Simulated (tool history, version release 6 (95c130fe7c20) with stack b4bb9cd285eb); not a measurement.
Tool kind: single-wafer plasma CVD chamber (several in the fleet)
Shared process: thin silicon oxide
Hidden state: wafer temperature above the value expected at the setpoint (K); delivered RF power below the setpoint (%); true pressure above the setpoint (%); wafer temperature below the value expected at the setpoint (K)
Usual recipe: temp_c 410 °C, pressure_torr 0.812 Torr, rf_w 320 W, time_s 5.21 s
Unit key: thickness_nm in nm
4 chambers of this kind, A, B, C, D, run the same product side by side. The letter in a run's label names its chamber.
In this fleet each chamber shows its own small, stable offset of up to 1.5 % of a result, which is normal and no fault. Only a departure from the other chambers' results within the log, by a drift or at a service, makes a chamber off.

run,day,temp_c,pressure_torr,rf_w,time_s,hours since the last thermocouple change,hours since the last RF generator calibration,hours since the last manometer calibration,"read-back reference wafer on the same gauge, thickness_nm",thickness_nm
1D,0.450,410,0.812,320,5.21,601.1,1310.7,355.3,9.2979,9.9285
2C,0.954,410,0.812,320,5.21,1442.3,1157.4,592.1,9.3072,9.8272
3B,1.454,410,0.812,320,5.21,1337.3,314.8,1716.8,9.2950,9.8996
4A,1.875,410,0.812,320,5.21,2674.9,655.5,282.6,9.2935,9.8949
5D,2.296,405,0.812,320,4.50,645.4,1355.0,399.6,9.2949,8.5628
6C,2.754,405,0.812,320,4.50,1485.5,1200.6,635.3,9.3055,8.4771
7A,3.079,405,0.812,320,4.50,2703.8,684.4,311.5,9.3072,8.5601
8B,3.529,405,0.812,320,4.50,1387.1,364.6,1766.6,9.2994,8.5790
9B,3.996,410,0.812,320,5.21,1398.3,375.8,1777.8,9.2976,9.9429
# day 4.058: chamber B: capacitance manometer re-zeroed and calibrated
10A,4.517,410,0.812,320,5.21,2738.3,718.9,346.0,9.2994,9.8905
11D,4.979,410,0.812,320,5.21,709.8,1419.4,464.0,9.2964,9.9427
12C,5.562,410,0.812,320,5.21,1552.9,1268.0,702.7,9.3002,9.6752
13B,6.138,405,0.812,275,5.21,1449.7,427.2,49.9,9.3024,9.3656
# day 6.217: chamber D: RF generator calibrated
14A,6.533,405,0.812,275,5.21,2786.7,767.3,394.4,9.2979,9.3408
# day 6.579: chamber A: thermocouple changed; heater temperature recalibrated
15D,7.133,405,0.812,275,5.21,761.5,22.0,515.7,9.2995,9.3775
16C,7.529,405,0.812,275,5.21,1600.1,1315.2,749.9,9.3040,9.1268
# day 7.679: chamber A: RF generator calibrated
17C,7.862,410,0.812,320,5.21,1608.1,1323.2,757.9,9.3021,9.6947
18A,8.396,410,0.812,320,5.21,43.6,17.3,439.1,9.2944,9.9603
19B,8.808,410,0.812,320,5.21,1513.8,491.3,114.0,9.2983,9.8360
20D,9.129,410,0.812,320,5.21,809.4,69.9,563.6,9.2969,9.8930
21D,9.417,410,0.812,320,5.21,816.3,76.8,570.5,9.2979,9.9237
22C,9.921,410,0.812,320,5.21,1657.5,1372.6,807.3,9.3015,9.7004
23B,10.321,410,0.812,320,5.21,1550.1,527.6,150.3,9.3012,9.8419
24A,10.896,410,0.812,320,5.21,103.6,77.3,499.1,9.3024,9.9210
25B,11.429,410,0.812,320,5.21,1576.7,554.2,176.9,9.3041,9.9030
26C,12.025,410,0.812,320,5.21,1708.0,1423.1,857.8,9.2994,9.6594
27D,12.308,410,0.812,320,5.21,885.7,146.2,639.9,9.3007,9.8923
28A,12.688,410,0.812,320,5.21,146.6,120.3,542.1,9.3012,9.8712
29D,13.217,410,0.812,320,5.21,907.5,168.0,661.7,9.3042,9.9318
30A,13.733,410,0.812,260,5.21,171.7,145.4,567.2,9.2955,9.1165
# day 14.175: chamber B: thermocouple changed; heater temperature recalibrated
31B,14.329,410,0.812,260,5.21,3.7,623.8,246.5,9.2976,9.0816
32C,14.833,410,0.812,260,5.21,1775.4,1490.5,925.2,9.2987,8.8039
# day 15.208: chamber D: thermocouple changed; heater temperature recalibrated
33B,15.417,410,0.812,260,5.21,29.8,649.9,272.6,9.3000,9.0329
34C,15.775,410,0.812,320,5.21,1798.0,1513.1,947.8,9.2975,9.5994
35D,16.383,410,0.812,320,5.21,28.3,244.0,737.7,9.3064,9.8985
36A,16.821,410,0.812,320,5.21,245.8,219.5,641.3,9.2996,9.8826
37C,17.179,410,0.812,320,5.21,1831.7,1546.8,981.5,9.2991,9.6019
38D,17.492,410,0.812,320,5.21,54.9,270.6,764.3,9.3028,9.9069
39A,17.821,410,0.812,320,5.21,269.8,243.5,665.3,9.2992,9.8896
40B,18.133,410,0.812,320,5.21,95.0,715.1,337.8,9.2964,9.9172
41B,18.621,410,0.812,320,5.21,106.7,726.8,349.5,9.3003,9.8448
42C,19.075,410,0.812,320,5.21,1877.2,1592.3,1027.0,9.2986,9.5702

Is one chamber off against the others, does the gauge drift, or is nothing wrong? If a chamber is off, say which, and what the likeliest cause is.

Little by little, chamber C moves away from the other chambers.
What lies behind it: delivered RF power below the setpoint (%) = 5.51.
The log may not tell that from: true pressure below the setpoint (%).

Here are 4 candidates for chamber C's next run, each the usual settings with a change, their results left as question marks. Which one brings its results back in line with what the others give on the usual settings?
Maximum distance from the other chambers' mean on the usual settings for a result to count as in line: thickness_nm 0.1000 nm
43C-1,19.508,410,0.779,320,5.21,,,,,?
43C-2,19.508,410,0.812,310,4.91,,,,,?
43C-3,19.508,410,0.829,320,5.29,,,,,?
43C-4,19.508,410,0.812,330,5.53,,,,,?

What the other chambers average on the usual settings: thickness_nm 9.9063 nm
run,thickness_nm
43C-1,9.2042
43C-2,8.8944
43C-3,9.8968
43C-4,10.2790
43C-3 brings the chamber back in line.
